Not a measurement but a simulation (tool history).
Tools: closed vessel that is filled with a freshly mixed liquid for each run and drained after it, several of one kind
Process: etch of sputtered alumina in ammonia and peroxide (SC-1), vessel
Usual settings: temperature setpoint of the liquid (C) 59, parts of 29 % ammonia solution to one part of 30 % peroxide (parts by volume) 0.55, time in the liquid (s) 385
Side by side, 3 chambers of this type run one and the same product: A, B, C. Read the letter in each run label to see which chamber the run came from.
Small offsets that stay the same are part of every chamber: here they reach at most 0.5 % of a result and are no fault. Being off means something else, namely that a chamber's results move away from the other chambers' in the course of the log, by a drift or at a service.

run   hour  temperature setpoint of the liquid (C)  parts of 29 % ammonia solution to one part of 30 % peroxide (parts by volume)  time in the liquid (s)  hours since the thermometer was replaced  hours since the ammonia flow meter was replaced  hours since the drum of ammonia solution was connected  read-back film thickness of the sputtered alumina reference wafer, read on the same gauge (nm)  thickness taken off the sputtered alumina on a monitor wafer (Å)
 1A    9.3                                      59                                                                           0.55                     385                                     773.8                                           1859.8                                                    23.9                                                                                          120.01                                                            465.63
 2B   15.7                                      59                                                                           0.55                     385                                     583.1                                            162.3                                                   156.6                                                                                             120                                                            458.16
 3C   21.6                                      59                                                                           0.55                     385                                    1267.2                                             32.5                                                      29                                                                                          120.01                                                            460.24
 4A   31.2                                      59                                                                           0.55                     385                                     795.7                                           1881.7                                                    45.8                                                                                             120                                                            456.57
 5C   38.2                                      59                                                                           0.55                     385                                    1283.8                                             49.1                                                    45.6                                                                                             120                                                            456.37
 6B   43.3                                      59                                                                           0.55                     385                                     610.7                                            189.9                                                   184.2                                                                                          119.99                                                            463.07
 7A   50.8                                      59                                                                           0.55                     385                                     815.3                                           1901.3                                                    65.4                                                                                          120.01                                                            463.85
 8B   59.9                                      59                                                                           0.55                     385                                     627.3                                            206.5                                                   200.8                                                                                          119.98                                                            469.59
 9C   68.2                                      59                                                                           0.55                     385                                    1313.8                                             79.1                                                    75.6                                                                                          120.01                                                            453.09
      74.1  -- chamber B: new drum of ammonia solution connected
10C   76.4                                      59                                                                           0.55                     385                                      1322                                             87.3                                                    83.8                                                                                          120.01                                                            454.39
11B   81.9                                      59                                                                           0.55                     385                                     649.3                                            228.5                                                     7.8                                                                                             120                                                            472.14
12A   92.1                                      59                                                                           0.55                     385                                     856.6                                           1942.6                                                   106.7                                                                                          120.02                                                            466.49
13A  101.7                                      59                                                                           0.55                     480                                     866.2                                           1952.2                                                   116.3                                                                                          120.01                                                            576.19
14C  111.1                                      59                                                                           0.55                     480                                    1356.7                                              122                                                   118.5                                                                                          120.01                                                            569.15
15B  119.9                                      59                                                                           0.55                     480                                     687.3                                            266.5                                                    45.8                                                                                          120.02                                                            600.96
16A  128.3                                      59                                                                           0.55                     385                                     892.8                                           1978.8                                                   142.9                                                                                          119.99                                                            460.07
17B  138.5                                      59                                                                           0.55                     385                                     705.9                                            285.1                                                    64.4                                                                                          120.04                                                            485.65
18C  144.5                                      59                                                                           0.55                     385                                    1390.1                                            155.4                                                   151.9                                                                                          119.99                                                            455.26
     154.3  -- chamber A: ammonia flow meter replaced
19C  154.4                                      59                                                                           0.55                     385                                      1400                                            165.3                                                   161.8                                                                                          119.96                                                            455.02
20B  160.4                                      59                                                                           0.55                     385                                     727.8                                              307                                                    86.3                                                                                             120                                                            496.29
21A  167.9                                      59                                                                           0.55                     385                                     932.4                                             13.6                                                   182.5                                                                                          120.04                                                             466.1
22A  172.8                                      59                                                                           0.55                     385                                     937.3                                             18.5                                                   187.4                                                                                          120.04                                                            457.54
23C  179.8                                      59                                                                           0.55                     385                                    1425.4                                            190.7                                                   187.2                                                                                          120.03                                                            446.37

Which is it: a chamber that has drifted or been left off by a service, a gauge drift common to all chambers, or only each chamber's usual small offset? If a chamber is off, name it and its likeliest cause.

Chamber B drifts away from the others.
Likeliest cause: liquid hotter than its thermometer reads (K) = 1.74.

Here are 4 candidates for chamber B's next run, each the usual settings with a change, their results left as question marks. Which one brings its results back in line with what the others give on the usual settings?
In line means no further than this from the other chambers' mean on the usual settings: thickness taken off the sputtered alumina on a monitor wafer (Å) 16
24B-1  187.4                                      59                                                                           0.55                     420                                                                                                                                                                                                                                                                                                                    ?
24B-2  187.4                                    58.5                                                                           0.55                     365                                                                                                                                                                                                                                                                                                                    ?
24B-3  187.4                                      59                                                                           0.55                     450                                                                                                                                                                                                                                                                                                                    ?
24B-4  187.4                                      59                                                                           0.55                     330                                                                                                                                                                                                                                                                                                                    ?

What the other chambers average on the usual settings: thickness taken off the sputtered alumina on a monitor wafer (Å) 457.48
  run  thickness taken off the sputtered alumina on a monitor wafer (Å)
24B-1                                                            545.28
24B-2                                                            461.66
24B-3                                                            584.22
24B-4                                                            428.43
24B-2 is the one that brings the chamber's results back in line with the other chambers.
